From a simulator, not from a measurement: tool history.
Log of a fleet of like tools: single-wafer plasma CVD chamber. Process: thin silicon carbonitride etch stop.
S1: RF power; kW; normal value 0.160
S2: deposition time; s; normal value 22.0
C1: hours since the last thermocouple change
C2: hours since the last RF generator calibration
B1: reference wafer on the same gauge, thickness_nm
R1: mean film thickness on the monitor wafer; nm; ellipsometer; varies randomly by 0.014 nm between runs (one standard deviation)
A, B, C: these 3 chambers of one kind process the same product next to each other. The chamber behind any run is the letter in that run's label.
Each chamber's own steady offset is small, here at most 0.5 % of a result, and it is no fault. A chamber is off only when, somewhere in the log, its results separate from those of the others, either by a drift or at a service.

run   hour     S1    S2      C1      C2      B1      R1
 1C    9.2  0.160  22.0  1761.6   201.9  12.501  11.717
 2A   16.6  0.160  22.0   746.2    80.6  12.496  11.679
 3B   32.4  0.160  22.0   257.9   606.4  12.495  11.672
 4A   48.5  0.160  22.0   778.1   112.5  12.492  11.680
 5C   56.6  0.160  22.0  1809.0   249.3  12.493  11.729
 6B   68.0  0.160  22.0   293.5   642.0  12.492  11.696
 7B   79.2  0.160  22.0   304.7   653.2  12.491  11.660
 8A   87.8  0.160  22.0   817.4   151.8  12.490  11.633
 9C   99.4  0.160  22.0  1851.8   292.1  12.486  11.737
10B  109.0  0.160  22.0   334.5   683.0  12.487  11.657
11A  121.9  0.160  22.0   851.5   185.9  12.481  11.643
12C  134.3  0.160  22.0  1886.7   327.0  12.483  11.709
13B  141.4  0.160  22.0   366.9   715.4  12.486  11.664
14C  153.1  0.160  22.0  1905.5   345.8  12.481  11.740
15A  167.9  0.160  22.0   897.5   231.9  12.478  11.666
16C  180.8  0.160  22.0  1933.2   373.5  12.480  11.705
17B  196.3  0.160  22.0   421.8   770.3  12.474  11.657
18A  205.9  0.160  22.0   935.5   269.9  12.473  11.648
19B  215.5  0.160  22.0   441.0   789.5  12.472  11.646
20C  223.9  0.160  22.0  1976.3   416.6  12.471  11.699
21A  238.8  0.160  22.0   968.4   302.8  12.468  11.641
22A  248.1  0.160  22.0   977.7   312.1  12.471  11.641
23B  258.4  0.160  22.0   483.9   832.4  12.466  11.628
24C  267.4  0.160  22.0  2019.8   460.1  12.470  11.712
25A  281.7  0.160  22.0  1011.3   345.7  12.466  11.658
26C  295.0  0.160  22.0  2047.4   487.7  12.466  11.702
27B  303.3  0.160  22.0   528.8   877.3  12.460  11.667
28C  318.3  0.160  22.0  2070.7   511.0  12.460  11.731
29A  326.5  0.160  22.0  1056.1   390.5  12.463  11.623
30B  338.2  0.160  22.0   563.7   912.2  12.460  11.636
31C  353.5  0.160  22.0  2105.9   546.2  12.453  11.687
32B  363.2  0.160  22.0   588.7   937.2  12.450  11.613
33A  373.9  0.160  19.3  1103.5   437.9  12.454  10.213
34A  385.2  0.160  19.3  1114.8   449.2  12.453  10.206
35C  393.8  0.160  19.3  2146.2   586.5  12.449  10.269
36B  405.9  0.160  22.0   631.4   979.9  12.443  11.630
37B  416.0  0.160  22.0   641.5   990.0  12.446  11.635
38C  426.3  0.160  22.0  2178.7   619.0  12.442  11.674
39A  440.5  0.160  22.0  1170.1   504.5  12.445  11.640
40C  451.2  0.160  22.0  2203.6   643.9  12.442  11.679
41B  467.4  0.160  22.0   692.9  1041.4  12.443  11.617
42A  474.6  0.160  22.0  1204.2   538.6  12.441  11.620

Decide between three cases: one chamber stands off from its peers, the gauge reading all wafers drifts, or nothing is wrong past each chamber's small offset. Where a chamber is off, say which and what most likely put it there.

The shared gauge is drifting. All chambers look as if they move in step, but none is off.
Cause: gauge reads low (%) = 0.5.
